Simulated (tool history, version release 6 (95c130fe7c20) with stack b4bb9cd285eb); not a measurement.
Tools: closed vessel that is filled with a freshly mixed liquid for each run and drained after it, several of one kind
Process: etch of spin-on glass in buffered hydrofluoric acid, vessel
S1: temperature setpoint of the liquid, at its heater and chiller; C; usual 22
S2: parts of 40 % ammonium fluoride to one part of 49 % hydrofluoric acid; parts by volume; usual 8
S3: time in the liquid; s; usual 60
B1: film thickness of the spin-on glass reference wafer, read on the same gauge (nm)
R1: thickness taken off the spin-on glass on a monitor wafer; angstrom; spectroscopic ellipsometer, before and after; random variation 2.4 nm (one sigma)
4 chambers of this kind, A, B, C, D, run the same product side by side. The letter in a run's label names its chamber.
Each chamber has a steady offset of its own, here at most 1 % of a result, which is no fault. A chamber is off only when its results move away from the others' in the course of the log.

Run 1D, day 0.504: usual settings; B1 89.968. Result: R1 2619.6 angstrom.
Run 2B, day 1.079: usual settings; B1 90.013. Result: R1 2600.9 angstrom.
Run 3C, day 1.55: usual settings; B1 89.977. Result: R1 2613.9 angstrom.
Run 4A, day 1.812: usual settings; B1 90.003. Result: R1 2611.2 angstrom.
Run 5A, day 2.25: usual settings; B1 90.011. Result: R1 2639.4 angstrom.
Run 6B, day 2.783: usual settings; B1 90.007. Result: R1 2570.7 angstrom.
Run 7D, day 3.371: usual settings but S2 5 parts by volume, S3 85 s; B1 90.02. Result: R1 5773.9 angstrom.
Run 8C, day 3.792: usual settings but S2 5 parts by volume, S3 85 s; B1 90.001. Result: R1 5716.5 angstrom.
Run 9D, day 4.317: usual settings but S2 5 parts by volume, S3 85 s; B1 90.005. Result: R1 5732.4 angstrom.
Run 10A, day 4.871: usual settings but S2 5 parts by volume, S3 85 s; B1 89.999. Result: R1 5806.9 angstrom.
Run 11C, day 5.246: usual settings; B1 90.003. Result: R1 2603.2 angstrom.
Run 12B, day 5.7: usual settings but S1 26.5 C, S3 70 s; B1 89.995. Result: R1 3937.9 angstrom.
Run 13C, day 6.096: usual settings but S1 26.5 C, S3 70 s; B1 90.02. Result: R1 3950.2 angstrom.
Run 14A, day 6.446: usual settings but S1 26.5 C, S3 70 s; B1 89.989. Result: R1 3904.5 angstrom.
Run 15D, day 7.004: usual settings but S1 26.5 C, S3 70 s; B1 89.997. Result: R1 3781 angstrom.
Run 16B, day 7.346: usual settings; B1 90.004. Result: R1 2569.3 angstrom.
Run 17B, day 7.679: usual settings; B1 90.013. Result: R1 2602 angstrom.
Run 18D, day 8.117: usual settings; B1 90. Result: R1 2587.7 angstrom.
Run 19C, day 8.642: usual settings; B1 89.992. Result: R1 2613.1 angstrom.
Run 20A, day 8.992: usual settings; B1 90.024. Result: R1 2625.4 angstrom.
Run 21A, day 9.517: usual settings but S3 90 s; B1 89.976. Result: R1 3948.7 angstrom.
Run 22C, day 9.946: usual settings but S3 90 s; B1 90.017. Result: R1 3964 angstrom.
Run 23B, day 10.375: usual settings but S3 90 s; B1 89.999. Result: R1 3849.7 angstrom.
Run 24D, day 10.942: usual settings but S3 90 s; B1 90.043. Result: R1 3716.6 angstrom.
Run 25A, day 11.5: usual settings but S1 25 C; B1 89.992. Result: R1 3125.7 angstrom.
Run 26B, day 11.942: usual settings but S1 25 C; B1 90.001. Result: R1 3104.2 angstrom.
Run 27D, day 12.533: usual settings but S1 25 C; B1 90.014. Result: R1 2833.6 angstrom.
Run 28C, day 12.796: usual settings but S1 25 C; B1 89.986. Result: R1 3089.6 angstrom.
Run 29B, day 13.383: usual settings but S3 40 s; B1 90.026. Result: R1 1728.9 angstrom.

Next, every chamber runs the same settings. What will each give?
Run 30A, day 13.821: usual settings. Result: R1 ?.
Run 30B, day 13.821: usual settings. Result: R1 ?.
Run 30C, day 13.821: usual settings. Result: R1 ?.
Run 30D, day 13.821: usual settings. Result: R1 ?.

run      R1
30A  2653.2
30B  2587.8
30C  2627.4
30D  2391.3

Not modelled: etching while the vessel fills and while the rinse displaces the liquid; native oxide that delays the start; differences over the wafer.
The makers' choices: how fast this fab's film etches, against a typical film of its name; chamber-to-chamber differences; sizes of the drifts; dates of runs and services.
